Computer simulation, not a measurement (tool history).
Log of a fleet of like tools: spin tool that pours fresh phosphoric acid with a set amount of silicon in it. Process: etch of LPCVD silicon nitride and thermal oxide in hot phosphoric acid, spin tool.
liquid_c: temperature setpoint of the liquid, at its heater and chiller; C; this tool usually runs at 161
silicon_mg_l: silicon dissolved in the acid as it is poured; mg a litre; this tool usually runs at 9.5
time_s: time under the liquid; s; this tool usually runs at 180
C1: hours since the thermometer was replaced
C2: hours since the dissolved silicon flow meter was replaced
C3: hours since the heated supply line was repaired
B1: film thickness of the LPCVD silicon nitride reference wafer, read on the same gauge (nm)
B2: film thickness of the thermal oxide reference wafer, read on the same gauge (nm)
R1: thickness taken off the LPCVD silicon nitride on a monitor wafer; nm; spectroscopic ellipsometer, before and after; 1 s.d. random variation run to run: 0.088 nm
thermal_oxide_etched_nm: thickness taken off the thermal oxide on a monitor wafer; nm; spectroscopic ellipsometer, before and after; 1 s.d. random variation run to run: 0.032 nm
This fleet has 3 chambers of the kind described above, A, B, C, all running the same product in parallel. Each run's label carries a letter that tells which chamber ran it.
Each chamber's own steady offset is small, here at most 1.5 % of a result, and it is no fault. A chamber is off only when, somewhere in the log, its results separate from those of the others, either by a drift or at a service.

run 1B day=0.15 | liquid_c=161 silicon_mg_l=9.5 time_s=180 | C1=675.5 C2=333.1 C3=2264.6 | B1=120.01 B2=40.027 | R1=14.214 thermal_oxide_etched_nm=0.4131
run 2A day=0.379 | liquid_c=161 silicon_mg_l=9.5 time_s=180 | C1=552.3 C2=399.6 C3=322.7 | B1=120.01 B2=39.972 | R1=14.679 thermal_oxide_etched_nm=0.45725
run 3C day=0.567 | liquid_c=161 silicon_mg_l=9.5 time_s=180 | C1=1499.7 C2=904.7 C3=1878.1 | B1=120.05 B2=40.022 | R1=14.238 thermal_oxide_etched_nm=0.45718
run 4A day=0.846 | liquid_c=161 silicon_mg_l=9.5 time_s=180 | C1=563.5 C2=410.8 C3=333.9 | B1=120 B2=39.989 | R1=14.405 thermal_oxide_etched_nm=0.4464
run 5B day=1.129 | liquid_c=161 silicon_mg_l=9.5 time_s=180 | C1=699 C2=356.6 C3=2288.1 | B1=120 B2=39.969 | R1=14.225 thermal_oxide_etched_nm=0.35762
run 6C day=1.296 | liquid_c=161 silicon_mg_l=9.5 time_s=180 | C1=1517.2 C2=922.2 C3=1895.6 | B1=119.97 B2=40.008 | R1=14.286 thermal_oxide_etched_nm=0.4132
run 7B day=1.433 | liquid_c=161 silicon_mg_l=9.5 time_s=180 | C1=706.3 C2=363.9 C3=2295.4 | B1=120.01 B2=39.997 | R1=14.275 thermal_oxide_etched_nm=0.38526
run 8C day=1.662 | liquid_c=161 silicon_mg_l=9.5 time_s=180 | C1=1526 C2=931 C3=1904.4 | B1=120 B2=40.004 | R1=14.112 thermal_oxide_etched_nm=0.38244
run 9A day=1.8 | liquid_c=161 silicon_mg_l=9.5 time_s=180 | C1=586.4 C2=433.7 C3=356.8 | B1=119.97 B2=39.998 | R1=14.542 thermal_oxide_etched_nm=0.39261
run 10C day=2.083 | liquid_c=161 silicon_mg_l=9.5 time_s=180 | C1=1536.1 C2=941.1 C3=1914.5 | B1=120 B2=40.024 | R1=14.173 thermal_oxide_etched_nm=0.429
run 11B day=2.288 | liquid_c=161 silicon_mg_l=9.5 time_s=180 | C1=726.8 C2=384.4 C3=2315.9 | B1=119.96 B2=39.982 | R1=14.311 thermal_oxide_etched_nm=0.46001
run 12A day=2.529 | liquid_c=161 silicon_mg_l=9.5 time_s=180 | C1=603.9 C2=451.2 C3=374.3 | B1=120.03 B2=40.021 | R1=14.449 thermal_oxide_etched_nm=0.48411
run 13B day=2.788 | liquid_c=161 silicon_mg_l=9.5 time_s=180 | C1=738.8 C2=396.4 C3=2327.9 | B1=119.98 B2=39.987 | R1=14.137 thermal_oxide_etched_nm=0.37926
run 14C day=2.962 | liquid_c=161 silicon_mg_l=9.5 time_s=180 | C1=1557.2 C2=962.2 C3=1935.6 | B1=120.03 B2=40.009 | R1=14.125 thermal_oxide_etched_nm=0.40263
run 15A day=3.108 | liquid_c=161 silicon_mg_l=9.5 time_s=180 | C1=617.8 C2=465.1 C3=388.2 | B1=119.97 B2=40.011 | R1=14.441 thermal_oxide_etched_nm=0.41057
run 16A day=3.375 | liquid_c=161 silicon_mg_l=9.5 time_s=180 | C1=624.2 C2=471.5 C3=394.6 | B1=119.96 B2=40.02 | R1=14.465 thermal_oxide_etched_nm=0.44949
run 17B day=3.529 | liquid_c=158.5 silicon_mg_l=9.5 time_s=180 | C1=756.6 C2=414.2 C3=2345.7 | B1=119.97 B2=39.967 | R1=12.695 thermal_oxide_etched_nm=0.35319
-- day=3.612 chamber A: thermometer replaced
run 18C day=3.775 | liquid_c=158.5 silicon_mg_l=9.5 time_s=180 | C1=1576.7 C2=981.7 C3=1955.1 | B1=120.03 B2=39.99 | R1=13.125 thermal_oxide_etched_nm=0.32807
run 19B day=4.054 | liquid_c=158.5 silicon_mg_l=9.5 time_s=180 | C1=769.2 C2=426.8 C3=2358.3 | B1=120.08 B2=39.989 | R1=12.55 thermal_oxide_etched_nm=0.30431
run 20C day=4.292 | liquid_c=161 silicon_mg_l=9.5 time_s=180 | C1=1589.1 C2=994.1 C3=1967.5 | B1=120.01 B2=39.999 | R1=14.221 thermal_oxide_etched_nm=0.42296
run 21A day=4.475 | liquid_c=161 silicon_mg_l=16.5 time_s=145 | C1=20.7 C2=497.9 C3=421 | B1=119.99 B2=39.988 | R1=11.596 thermal_oxide_etched_nm=0.29204
run 22C day=4.654 | liquid_c=161 silicon_mg_l=16.5 time_s=145 | C1=1597.8 C2=1002.8 C3=1976.2 | B1=120.02 B2=40.02 | R1=11.46 thermal_oxide_etched_nm=0.31059
run 23B day=4.854 | liquid_c=161 silicon_mg_l=16.5 time_s=145 | C1=788.4 C2=446 C3=2377.5 | B1=119.93 B2=40.017 | R1=11.029 thermal_oxide_etched_nm=0.25585
run 24A day=5.042 | liquid_c=159 silicon_mg_l=9.5 time_s=260 | C1=34.3 C2=511.5 C3=434.6 | B1=119.99 B2=39.977 | R1=19.602 thermal_oxide_etched_nm=0.52473
run 25B day=5.238 | liquid_c=159 silicon_mg_l=9.5 time_s=260 | C1=797.6 C2=455.2 C3=2386.7 | B1=119.97 B2=40.016 | R1=18.218 thermal_oxide_etched_nm=0.47655
run 26A day=5.521 | liquid_c=159 silicon_mg_l=9.5 time_s=260 | C1=45.8 C2=523 C3=446.1 | B1=120.02 B2=40.021 | R1=19.468 thermal_oxide_etched_nm=0.50262
run 27C day=5.738 | liquid_c=161 silicon_mg_l=9.5 time_s=180 | C1=1623.8 C2=1028.8 C3=2002.2 | B1=119.98 B2=40 | R1=14.189 thermal_oxide_etched_nm=0.41842
run 28A day=5.896 | liquid_c=161 silicon_mg_l=9.5 time_s=180 | C1=54.8 C2=532 C3=455.1 | B1=120.03 B2=39.963 | R1=14.474 thermal_oxide_etched_nm=0.43271
run 29C day=6.033 | liquid_c=161 silicon_mg_l=9.5 time_s=180 | C1=1630.9 C2=1035.9 C3=2009.3 | B1=119.96 B2=40.001 | R1=14.35 thermal_oxide_etched_nm=0.42388
run 30B day=6.304 | liquid_c=161 silicon_mg_l=9.5 time_s=180 | C1=823.2 C2=480.8 C3=2412.3 | B1=120 B2=39.995 | R1=13.062 thermal_oxide_etched_nm=0.34569

Read the log: is a single chamber off, either drifting away or since a service, is the gauge that measures every chamber drifting, or is nothing wrong beyond small per-chamber offsets? Name any odd chamber and what most likely caused it.

Little by little, chamber B moves away from the other chambers.
Likeliest cause: temperature lost on the way to the wafer (K) = 2.3.
The log might look much the same if the cause were instead: liquid colder than its thermometer reads (K).

Chamber B could run next with any of the 4 candidate recipes listed below; each alters the usual settings, and their results appear as question marks. Which one brings its results back in line with what the other chambers deliver on the usual settings?
Allowed miss from the other chambers' usual-settings mean, per result, to count as in line: R1 0.31 nm; thermal_oxide_etched_nm 0.11 nm
run 31B-1 day=6.512 | liquid_c=160 silicon_mg_l=12.5 time_s=170 | R1=? thermal_oxide_etched_nm=?
run 31B-2 day=6.512 | liquid_c=160.5 silicon_mg_l=11 time_s=175 | R1=? thermal_oxide_etched_nm=?
run 31B-3 day=6.512 | liquid_c=162 silicon_mg_l=6.5 time_s=190 | R1=? thermal_oxide_etched_nm=?
run 31B-4 day=6.512 | liquid_c=161.5 silicon_mg_l=8 time_s=185 | R1=? thermal_oxide_etched_nm=?

Other chambers, usual settings, mean: R1 14.314 nm; thermal_oxide_etched_nm 0.42805 nm
run=31B-1 R1=12.012 thermal_oxide_etched_nm=0.30687
run=31B-2 R1=12.573 thermal_oxide_etched_nm=0.33925
run=31B-3 R1=14.355 thermal_oxide_etched_nm=0.45364
run=31B-4 R1=13.743 thermal_oxide_etched_nm=0.41243
Change 31B-3 lands the chamber within the allowed miss of the other chambers.
